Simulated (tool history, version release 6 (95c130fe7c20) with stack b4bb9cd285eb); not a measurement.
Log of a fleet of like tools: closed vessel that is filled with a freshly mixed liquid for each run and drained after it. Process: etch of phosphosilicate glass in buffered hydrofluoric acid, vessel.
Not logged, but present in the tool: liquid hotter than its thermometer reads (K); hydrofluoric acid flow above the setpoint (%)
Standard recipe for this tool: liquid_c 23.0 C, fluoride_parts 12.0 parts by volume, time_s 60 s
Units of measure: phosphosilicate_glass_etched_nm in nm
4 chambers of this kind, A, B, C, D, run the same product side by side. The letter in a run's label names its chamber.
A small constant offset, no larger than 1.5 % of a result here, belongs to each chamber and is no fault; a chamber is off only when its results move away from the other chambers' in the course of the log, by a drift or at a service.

run,hour,liquid_c,fluoride_parts,time_s,hours since the thermometer was replaced,hours since the hydrofluoric acid flow meter was replaced,"read-back film thickness of the phosphosilicate glass reference wafer, read on the same gauge (nm)",phosphosilicate_glass_etched_nm
1A,11.7,23.0,12.0,60,1904.7,388.6,69.993,452.78
2C,23.1,23.0,12.0,60,842.6,203.3,69.981,457.23
3D,36.5,23.0,12.0,60,1524.3,1558.2,69.964,453.89
4B,49.5,23.0,12.0,60,638.8,1258.8,70.008,453.91
5D,57.4,23.0,12.0,60,1545.2,1579.1,69.977,455.13
6B,65.0,19.0,7.5,60,654.3,1274.3,70.042,566.18
# hour 66.6: chamber B: thermometer replaced
7C,74.0,19.0,7.5,60,893.5,254.2,69.978,577.25
8A,85.2,19.0,7.5,60,1978.2,462.1,69.980,569.22
9D,98.9,19.0,7.5,60,1586.7,1620.6,70.073,566.95
10B,105.4,23.0,12.0,60,38.9,1314.7,69.972,456.63
11A,119.2,23.0,12.0,60,2012.2,496.1,69.955,457.09
# hour 119.5: chamber C: thermometer replaced
12C,128.6,23.0,12.0,60,9.2,308.8,69.984,454.00
13C,139.0,23.0,12.0,60,19.6,319.2,70.020,456.17
14A,150.4,23.0,12.0,60,2043.4,527.3,70.041,450.72
15B,161.3,23.0,12.0,60,94.8,1370.6,69.996,454.71
16D,175.0,23.0,12.0,60,1662.8,1696.7,70.007,456.78
17A,186.6,23.0,12.0,60,2079.6,563.5,70.009,457.67
# hour 189.8: chamber D: thermometer replaced
18D,193.0,23.0,12.0,60,3.2,1714.7,69.996,449.96
19B,200.5,23.0,12.0,60,134.0,1409.8,70.022,460.32
20C,210.3,23.0,12.0,60,90.9,390.5,70.038,454.73
21A,223.3,23.0,12.0,60,2116.3,600.2,70.016,454.30
22C,232.8,23.0,12.0,60,113.4,413.0,70.016,456.53
23D,241.4,23.0,12.0,60,51.6,1763.1,69.983,449.16
24B,255.3,21.5,12.0,80,188.8,1464.6,70.011,559.20
25A,264.6,21.5,12.0,80,2157.6,641.5,70.023,555.90
26C,272.6,21.5,12.0,80,153.2,452.8,70.007,559.58
27B,280.9,21.5,12.0,80,214.4,1490.2,69.982,558.41
28D,288.9,23.0,12.0,60,99.1,1810.6,70.063,451.24
29A,295.9,23.0,12.0,60,2188.9,672.8,70.008,453.06
30B,308.5,23.0,12.0,60,242.0,1517.8,69.942,454.57
31D,318.7,23.0,12.0,60,128.9,1840.4,69.994,452.71
32C,328.8,23.0,12.0,60,209.4,509.0,69.989,456.94
33D,337.9,23.0,12.0,60,148.1,1859.6,69.988,447.16
34B,349.6,23.0,12.0,60,283.1,1558.9,69.990,458.07

Is one chamber off against the others, does the gauge drift, or is nothing wrong? If a chamber is off, say which, and what the likeliest cause is.

All chambers stay in line apart from their small fixed offsets, and the gauge does not drift.
